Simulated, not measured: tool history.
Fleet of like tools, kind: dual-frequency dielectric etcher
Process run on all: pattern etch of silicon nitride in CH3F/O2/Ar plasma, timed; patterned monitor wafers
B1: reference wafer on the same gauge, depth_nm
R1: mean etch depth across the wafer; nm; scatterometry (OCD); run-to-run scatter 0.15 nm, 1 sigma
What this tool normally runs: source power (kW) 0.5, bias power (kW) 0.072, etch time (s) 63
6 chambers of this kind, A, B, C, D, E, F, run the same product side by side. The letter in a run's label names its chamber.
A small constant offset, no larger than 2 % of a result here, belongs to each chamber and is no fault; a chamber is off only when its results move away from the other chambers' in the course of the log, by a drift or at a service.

{"run": "1E", "hour": 10.3, "source power (kW)": 0.5, "bias power (kW)": 0.072, "etch time (s)": 63, "B1": 53.367, "R1": 48.22}
{"run": "2B", "hour": 19.6, "source power (kW)": 0.5, "bias power (kW)": 0.072, "etch time (s)": 63, "B1": 53.401, "R1": 47.165}
{"run": "3A", "hour": 34.8, "source power (kW)": 0.5, "bias power (kW)": 0.072, "etch time (s)": 63, "B1": 53.383, "R1": 48.566}
{"run": "4C", "hour": 43.4, "source power (kW)": 0.5, "bias power (kW)": 0.072, "etch time (s)": 63, "B1": 53.431, "R1": 48.182}
{"run": "5D", "hour": 51.9, "source power (kW)": 0.5, "bias power (kW)": 0.055, "etch time (s)": 63, "B1": 53.415, "R1": 44.169}
{"run": "6F", "hour": 67.7, "source power (kW)": 0.5, "bias power (kW)": 0.055, "etch time (s)": 63, "B1": 53.436, "R1": 43.965}
{"hour": 71.1, "done": "chamber A: wet clean of the chamber"}
{"run": "7F", "hour": 77.0, "source power (kW)": 0.5, "bias power (kW)": 0.055, "etch time (s)": 63, "B1": 53.384, "R1": 44.171}
{"run": "8A", "hour": 91.7, "source power (kW)": 0.5, "bias power (kW)": 0.055, "etch time (s)": 63, "B1": 53.359, "R1": 44.607}
{"run": "9D", "hour": 100.5, "source power (kW)": 0.5, "bias power (kW)": 0.055, "etch time (s)": 63, "B1": 53.433, "R1": 44.176}
{"run": "10B", "hour": 111.9, "source power (kW)": 0.5, "bias power (kW)": 0.055, "etch time (s)": 63, "B1": 53.399, "R1": 43.459}
{"run": "11E", "hour": 120.8, "source power (kW)": 0.5, "bias power (kW)": 0.072, "etch time (s)": 63, "B1": 53.426, "R1": 47.952}
{"run": "12C", "hour": 136.0, "source power (kW)": 0.5, "bias power (kW)": 0.072, "etch time (s)": 63, "B1": 53.357, "R1": 48.532}
{"run": "13A", "hour": 151.0, "source power (kW)": 0.5, "bias power (kW)": 0.072, "etch time (s)": 63, "B1": 53.407, "R1": 48.489}
{"run": "14E", "hour": 164.1, "source power (kW)": 0.58, "bias power (kW)": 0.089, "etch time (s)": 63, "B1": 53.398, "R1": 54.579}
{"run": "15C", "hour": 176.4, "source power (kW)": 0.58, "bias power (kW)": 0.089, "etch time (s)": 63, "B1": 53.388, "R1": 55.07}
{"hour": 184.4, "done": "chamber F: wet clean of the chamber"}
{"run": "16B", "hour": 184.9, "source power (kW)": 0.58, "bias power (kW)": 0.089, "etch time (s)": 63, "B1": 53.416, "R1": 53.704}
{"run": "17D", "hour": 197.8, "source power (kW)": 0.58, "bias power (kW)": 0.089, "etch time (s)": 63, "B1": 53.435, "R1": 54.409}
{"run": "18F", "hour": 211.2, "source power (kW)": 0.58, "bias power (kW)": 0.089, "etch time (s)": 63, "B1": 53.389, "R1": 55.236}
{"run": "19D", "hour": 221.7, "source power (kW)": 0.58, "bias power (kW)": 0.089, "etch time (s)": 63, "B1": 53.384, "R1": 54.593}
{"run": "20C", "hour": 233.0, "source power (kW)": 0.5, "bias power (kW)": 0.072, "etch time (s)": 63, "B1": 53.375, "R1": 48.516}
{"run": "21F", "hour": 242.2, "source power (kW)": 0.5, "bias power (kW)": 0.054, "etch time (s)": 63, "B1": 53.384, "R1": 44.051}
{"run": "22A", "hour": 257.0, "source power (kW)": 0.5, "bias power (kW)": 0.054, "etch time (s)": 63, "B1": 53.361, "R1": 44.185}
{"hour": 260.5, "done": "chamber F: source power generator calibrated"}
{"run": "23B", "hour": 264.0, "source power (kW)": 0.5, "bias power (kW)": 0.054, "etch time (s)": 63, "B1": 53.4, "R1": 43.365}
{"hour": 264.9, "done": "chamber D: wet clean of the chamber"}
{"run": "24E", "hour": 278.1, "source power (kW)": 0.5, "bias power (kW)": 0.054, "etch time (s)": 63, "B1": 53.429, "R1": 43.646}
{"hour": 280.7, "done": "chamber E: wet clean of the chamber"}
{"run": "25A", "hour": 286.0, "source power (kW)": 0.5, "bias power (kW)": 0.054, "etch time (s)": 63, "B1": 53.41, "R1": 44.33}
{"run": "26C", "hour": 295.2, "source power (kW)": 0.5, "bias power (kW)": 0.054, "etch time (s)": 63, "B1": 53.363, "R1": 44.292}
{"run": "27E", "hour": 305.5, "source power (kW)": 0.5, "bias power (kW)": 0.072, "etch time (s)": 63, "B1": 53.402, "R1": 47.983}
{"run": "28F", "hour": 314.3, "source power (kW)": 0.57, "bias power (kW)": 0.072, "etch time (s)": 63, "B1": 53.361, "R1": 50.731}
{"run": "29D", "hour": 323.2, "source power (kW)": 0.57, "bias power (kW)": 0.072, "etch time (s)": 63, "B1": 53.434, "R1": 50.428}
{"run": "30B", "hour": 330.8, "source power (kW)": 0.57, "bias power (kW)": 0.072, "etch time (s)": 63, "B1": 53.417, "R1": 49.625}
{"run": "31C", "hour": 339.5, "source power (kW)": 0.57, "bias power (kW)": 0.072, "etch time (s)": 63, "B1": 53.388, "R1": 51.051}
{"run": "32F", "hour": 348.5, "source power (kW)": 0.57, "bias power (kW)": 0.072, "etch time (s)": 63, "B1": 53.389, "R1": 50.611}
{"run": "33D", "hour": 357.9, "source power (kW)": 0.57, "bias power (kW)": 0.072, "etch time (s)": 63, "B1": 53.383, "R1": 50.512}
{"run": "34E", "hour": 373.5, "source power (kW)": 0.5, "bias power (kW)": 0.072, "etch time (s)": 63, "B1": 53.336, "R1": 48.107}
{"hour": 375.2, "done": "chamber B: wet clean of the chamber"}
{"run": "35A", "hour": 386.7, "source power (kW)": 0.5, "bias power (kW)": 0.072, "etch time (s)": 63, "B1": 53.378, "R1": 48.804}
{"run": "36B", "hour": 397.8, "source power (kW)": 0.5, "bias power (kW)": 0.072, "etch time (s)": 63, "B1": 53.368, "R1": 47.292}
{"run": "37E", "hour": 407.4, "source power (kW)": 0.5, "bias power (kW)": 0.072, "etch time (s)": 63, "B1": 53.414, "R1": 47.96}
{"run": "38C", "hour": 414.5, "source power (kW)": 0.5, "bias power (kW)": 0.072, "etch time (s)": 63, "B1": 53.376, "R1": 48.526}
{"run": "39F", "hour": 421.6, "source power (kW)": 0.5, "bias power (kW)": 0.072, "etch time (s)": 63, "B1": 53.398, "R1": 48.132}
{"run": "40B", "hour": 432.8, "source power (kW)": 0.5, "bias power (kW)": 0.072, "etch time (s)": 63, "B1": 53.384, "R1": 47.33}
{"run": "41A", "hour": 440.1, "source power (kW)": 0.5, "bias power (kW)": 0.072, "etch time (s)": 63, "B1": 53.366, "R1": 48.335}
{"run": "42D", "hour": 454.5, "source power (kW)": 0.5, "bias power (kW)": 0.072, "etch time (s)": 63, "B1": 53.401, "R1": 47.838}
{"run": "43F", "hour": 463.6, "source power (kW)": 0.5, "bias power (kW)": 0.072, "etch time (s)": 69.5, "B1": 53.399, "R1": 53.459}
{"run": "44B", "hour": 471.1, "source power (kW)": 0.5, "bias power (kW)": 0.072, "etch time (s)": 69.5, "B1": 53.377, "R1": 52.41}

Is one chamber off against the others, does the gauge drift, or is nothing wrong? If a chamber is off, say which, and what the likeliest cause is.

All chambers stay in line apart from their small fixed offsets, and the gauge does not drift.
